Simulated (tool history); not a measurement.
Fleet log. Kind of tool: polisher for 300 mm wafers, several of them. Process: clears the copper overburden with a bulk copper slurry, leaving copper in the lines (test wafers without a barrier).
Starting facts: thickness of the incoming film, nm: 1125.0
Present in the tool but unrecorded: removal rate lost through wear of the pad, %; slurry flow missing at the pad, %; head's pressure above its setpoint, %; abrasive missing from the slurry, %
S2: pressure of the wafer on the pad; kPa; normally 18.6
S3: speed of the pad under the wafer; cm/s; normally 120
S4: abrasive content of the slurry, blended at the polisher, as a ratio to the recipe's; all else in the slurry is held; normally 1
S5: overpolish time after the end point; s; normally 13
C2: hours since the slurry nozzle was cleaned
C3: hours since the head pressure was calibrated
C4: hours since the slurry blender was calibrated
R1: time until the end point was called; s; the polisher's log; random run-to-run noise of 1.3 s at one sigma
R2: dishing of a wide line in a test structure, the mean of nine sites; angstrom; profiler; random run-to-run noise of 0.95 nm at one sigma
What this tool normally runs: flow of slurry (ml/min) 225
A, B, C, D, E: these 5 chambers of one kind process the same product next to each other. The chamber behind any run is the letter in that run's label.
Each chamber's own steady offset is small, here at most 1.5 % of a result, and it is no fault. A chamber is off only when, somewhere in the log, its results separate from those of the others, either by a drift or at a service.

{"day": 0.121, "done": "chamber D: worn pad replaced by a new one"}
{"run": "1B", "day": 0.312, "flow of slurry (ml/min)": 225, "S2": 18.6, "S3": 120, "S4": 1, "S5": 13, "wafers polished on this pad": 705, "C2": 353.4, "C3": 654.1, "C4": 77.6, "R1": 112.85, "R2": 706.68}
{"run": "2A", "day": 0.583, "flow of slurry (ml/min)": 225, "S2": 18.6, "S3": 120, "S4": 1, "S5": 13, "wafers polished on this pad": 561, "C2": 900.1, "C3": 753, "C4": 156.5, "R1": 115.79, "R2": 686.94}
{"run": "3C", "day": 1.042, "flow of slurry (ml/min)": 225, "S2": 18.6, "S3": 120, "S4": 1, "S5": 13, "wafers polished on this pad": 963, "C2": 605.8, "C3": 140.5, "C4": 134.7, "R1": 114.35, "R2": 697.88}
{"run": "4D", "day": 1.483, "flow of slurry (ml/min)": 225, "S2": 18.6, "S3": 120, "S4": 1, "S5": 13, "wafers polished on this pad": 321, "C2": 374.3, "C3": 1053.6, "C4": 190.5, "R1": 114.19, "R2": 695.87}
{"day": 1.796, "done": "chamber B: slurry blender recalibrated"}
{"run": "5E", "day": 1.892, "flow of slurry (ml/min)": 225, "S2": 13.8, "S3": 120, "S4": 1, "S5": 8, "wafers polished on this pad": 761, "C2": 378.7, "C3": 681.3, "C4": 90.1, "R1": 150.31, "R2": 377.85}
{"day": 1.921, "done": "chamber B: head pressure recalibrated"}
{"day": 1.962, "done": "chamber B: worn pad replaced by a new one"}
{"run": "6A", "day": 2.138, "flow of slurry (ml/min)": 225, "S2": 13.8, "S3": 120, "S4": 1, "S5": 8, "wafers polished on this pad": 927, "C2": 937.4, "C3": 790.3, "C4": 193.8, "R1": 154.31, "R2": 383.4}
{"day": 2.358, "done": "chamber B: slurry nozzle cleaned"}
{"day": 2.379, "done": "chamber E: slurry blender recalibrated"}
{"day": 2.446, "done": "chamber E: slurry nozzle cleaned"}
{"day": 2.462, "done": "chamber E: worn pad replaced by a new one"}
{"run": "7D", "day": 2.633, "flow of slurry (ml/min)": 225, "S2": 13.8, "S3": 120, "S4": 1, "S5": 8, "wafers polished on this pad": 592, "C2": 401.9, "C3": 1081.2, "C4": 218.1, "R1": 151.5, "R2": 383.98}
{"day": 2.725, "done": "chamber A: head pressure recalibrated"}
{"run": "8E", "day": 2.942, "flow of slurry (ml/min)": 225, "S2": 13.8, "S3": 120, "S4": 1, "S5": 8, "wafers polished on this pad": 113, "C2": 12, "C3": 706.5, "C4": 13.6, "R1": 148.6, "R2": 384.09}
{"day": 3.104, "done": "chamber C: worn pad replaced by a new one"}
{"day": 3.233, "done": "chamber D: slurry nozzle cleaned"}
{"run": "9C", "day": 3.354, "flow of slurry (ml/min)": 225, "S2": 13.8, "S3": 120, "S4": 1, "S5": 8, "wafers polished on this pad": 59, "C2": 661.3, "C3": 196, "C4": 190.2, "R1": 156.06, "R2": 376.35}
{"day": 3.392, "done": "chamber D: worn pad replaced by a new one"}
{"day": 3.546, "done": "chamber A: slurry nozzle cleaned"}
{"run": "10B", "day": 3.779, "flow of slurry (ml/min)": 225, "S2": 18.6, "S3": 120, "S4": 1, "S5": 13, "wafers polished on this pad": 428, "C2": 34.1, "C3": 44.6, "C4": 47.6, "R1": 114.36, "R2": 709.28}
{"day": 3.821, "done": "chamber A: worn pad replaced by a new one"}
{"run": "11A", "day": 4.138, "flow of slurry (ml/min)": 225, "S2": 18.6, "S3": 120, "S4": 1, "S5": 13, "wafers polished on this pad": 75, "C2": 14.2, "C3": 34, "C4": 241.8, "R1": 114.71, "R2": 709.46}
{"run": "12B", "day": 4.467, "flow of slurry (ml/min)": 225, "S2": 23.4, "S3": 120, "S4": 0.75, "S5": 13, "wafers polished on this pad": 589, "C2": 50.6, "C3": 61.1, "C4": 64.1, "R1": 97.045, "R2": 837.24}
{"day": 4.733, "done": "chamber A: slurry blender recalibrated"}
{"run": "13C", "day": 4.971, "flow of slurry (ml/min)": 225, "S2": 23.4, "S3": 120, "S4": 0.75, "S5": 13, "wafers polished on this pad": 440, "C2": 700.1, "C3": 234.8, "C4": 229, "R1": 96.747, "R2": 831.96}
{"run": "14D", "day": 5.325, "flow of slurry (ml/min)": 225, "S2": 23.4, "S3": 120, "S4": 0.75, "S5": 13, "wafers polished on this pad": 455, "C2": 50.3, "C3": 1145.8, "C4": 282.7, "R1": 97.633, "R2": 819.43}
{"day": 5.575, "done": "chamber B: slurry blender recalibrated"}
{"run": "15E", "day": 5.575, "flow of slurry (ml/min)": 225, "S2": 23.4, "S3": 120, "S4": 0.75, "S5": 13, "wafers polished on this pad": 733, "C2": 75.2, "C3": 769.7, "C4": 76.8, "R1": 96.132, "R2": 820.25}
{"run": "16D", "day": 5.938, "flow of slurry (ml/min)": 225, "S2": 23.4, "S3": 120, "S4": 0.75, "S5": 13, "wafers polished on this pad": 599, "C2": 65, "C3": 1160.5, "C4": 297.4, "R1": 94.483, "R2": 809.34}
{"day": 5.996, "done": "chamber B: worn pad replaced by a new one"}
{"day": 6.083, "done": "chamber C: slurry nozzle cleaned"}
{"day": 6.108, "done": "chamber E: worn pad replaced by a new one"}
{"day": 6.325, "done": "chamber D: worn pad replaced by a new one"}
{"day": 6.433, "done": "chamber C: slurry blender recalibrated"}
{"run": "17C", "day": 6.467, "flow of slurry (ml/min)": 225, "S2": 18.6, "S3": 120, "S4": 1, "S5": 13, "wafers polished on this pad": 792, "C2": 9.3, "C3": 270.7, "C4": 0.9, "R1": 113.2, "R2": 703.15}
{"day": 6.8, "done": "chamber E: slurry blender recalibrated"}
{"run": "18E", "day": 6.888, "flow of slurry (ml/min)": 225, "S2": 18.6, "S3": 120, "S4": 1, "S5": 13, "wafers polished on this pad": 184, "C2": 106.7, "C3": 801.2, "C4": 2.2, "R1": 114.04, "R2": 700.87}
{"run": "19B", "day": 7.254, "flow of slurry (ml/min)": 225, "S2": 18.6, "S3": 120, "S4": 1, "S5": 13, "wafers polished on this pad": 296, "C2": 117.5, "C3": 128, "C4": 40.4, "R1": 113.71, "R2": 706.33}
{"run": "20A", "day": 7.538, "flow of slurry (ml/min)": 225, "S2": 18.6, "S3": 80, "S4": 1, "S5": 13, "wafers polished on this pad": 875, "C2": 95.8, "C3": 115.6, "C4": 67.3, "R1": 171.29, "R2": 528.03}
{"run": "21C", "day": 7.917, "flow of slurry (ml/min)": 225, "S2": 18.6, "S3": 80, "S4": 1, "S5": 13, "wafers polished on this pad": 1133, "C2": 44.1, "C3": 305.5, "C4": 35.7, "R1": 172.32, "R2": 529.13}
{"run": "22B", "day": 8.392, "flow of slurry (ml/min)": 225, "S2": 18.6, "S3": 80, "S4": 1, "S5": 13, "wafers polished on this pad": 564, "C2": 144.8, "C3": 155.3, "C4": 67.7, "R1": 170.9, "R2": 529.28}
{"day": 8.608, "done": "chamber C: worn pad replaced by a new one"}
{"run": "23D", "day": 8.662, "flow of slurry (ml/min)": 225, "S2": 18.6, "S3": 80, "S4": 1, "S5": 13, "wafers polished on this pad": 551, "C2": 130.4, "C3": 1225.9, "C4": 362.8, "R1": 171.79, "R2": 523.44}
{"run": "24A", "day": 9.033, "flow of slurry (ml/min)": 225, "S2": 18.6, "S3": 80, "S4": 1, "S5": 13, "wafers polished on this pad": 1227, "C2": 131.7, "C3": 151.5, "C4": 103.2, "R1": 171.15, "R2": 512.24}
{"day": 9.117, "done": "chamber A: worn pad replaced by a new one"}
{"day": 9.338, "done": "chamber D: worn pad replaced by a new one"}
{"run": "25E", "day": 9.388, "flow of slurry (ml/min)": 225, "S2": 18.6, "S3": 120, "S4": 1, "S5": 13, "wafers polished on this pad": 772, "C2": 166.7, "C3": 861.2, "C4": 62.2, "R1": 112.25, "R2": 707.67}
{"day": 9.854, "done": "chamber E: worn pad replaced by a new one"}
{"run": "26E", "day": 9.933, "flow of slurry (ml/min)": 225, "S2": 18.6, "S3": 120, "S4": 1, "S5": 13, "wafers polished on this pad": 18, "C2": 179.8, "C3": 874.3, "C4": 75.3, "R1": 112.49, "R2": 696.55}
{"run": "27A", "day": 10.204, "flow of slurry (ml/min)": 225, "S2": 18.6, "S3": 120, "S4": 1, "S5": 13, "wafers polished on this pad": 256, "C2": 159.8, "C3": 179.6, "C4": 131.3, "R1": 116.18, "R2": 698.58}
{"day": 10.275, "done": "chamber B: slurry blender recalibrated"}
{"run": "28B", "day": 10.483, "flow of slurry (ml/min)": 225, "S2": 18.6, "S3": 120, "S4": 1, "S5": 13, "wafers polished on this pad": 1057, "C2": 195, "C3": 205.5, "C4": 5, "R1": 111.79, "R2": 726.55}
{"run": "29C", "day": 10.796, "flow of slurry (ml/min)": 160, "S2": 16.5, "S3": 120, "S4": 1, "S5": 13, "wafers polished on this pad": 514, "C2": 113.2, "C3": 374.6, "C4": 104.8, "R1": 134.74, "R2": 622.68}
{"run": "30D", "day": 11.292, "flow of slurry (ml/min)": 160, "S2": 16.5, "S3": 120, "S4": 1, "S5": 13, "wafers polished on this pad": 460, "C2": 193.5, "C3": 1289, "C4": 425.9, "R1": 136.07, "R2": 622.11}

Has any chamber moved away from the others, gradually or after a service, or does the common gauge drift, or do the chambers differ only by their own small steady offsets? State the chamber and the most likely cause if one applies.

The fleet is healthy, with each chamber sitting at its usual small offset and no drift in the gauge.
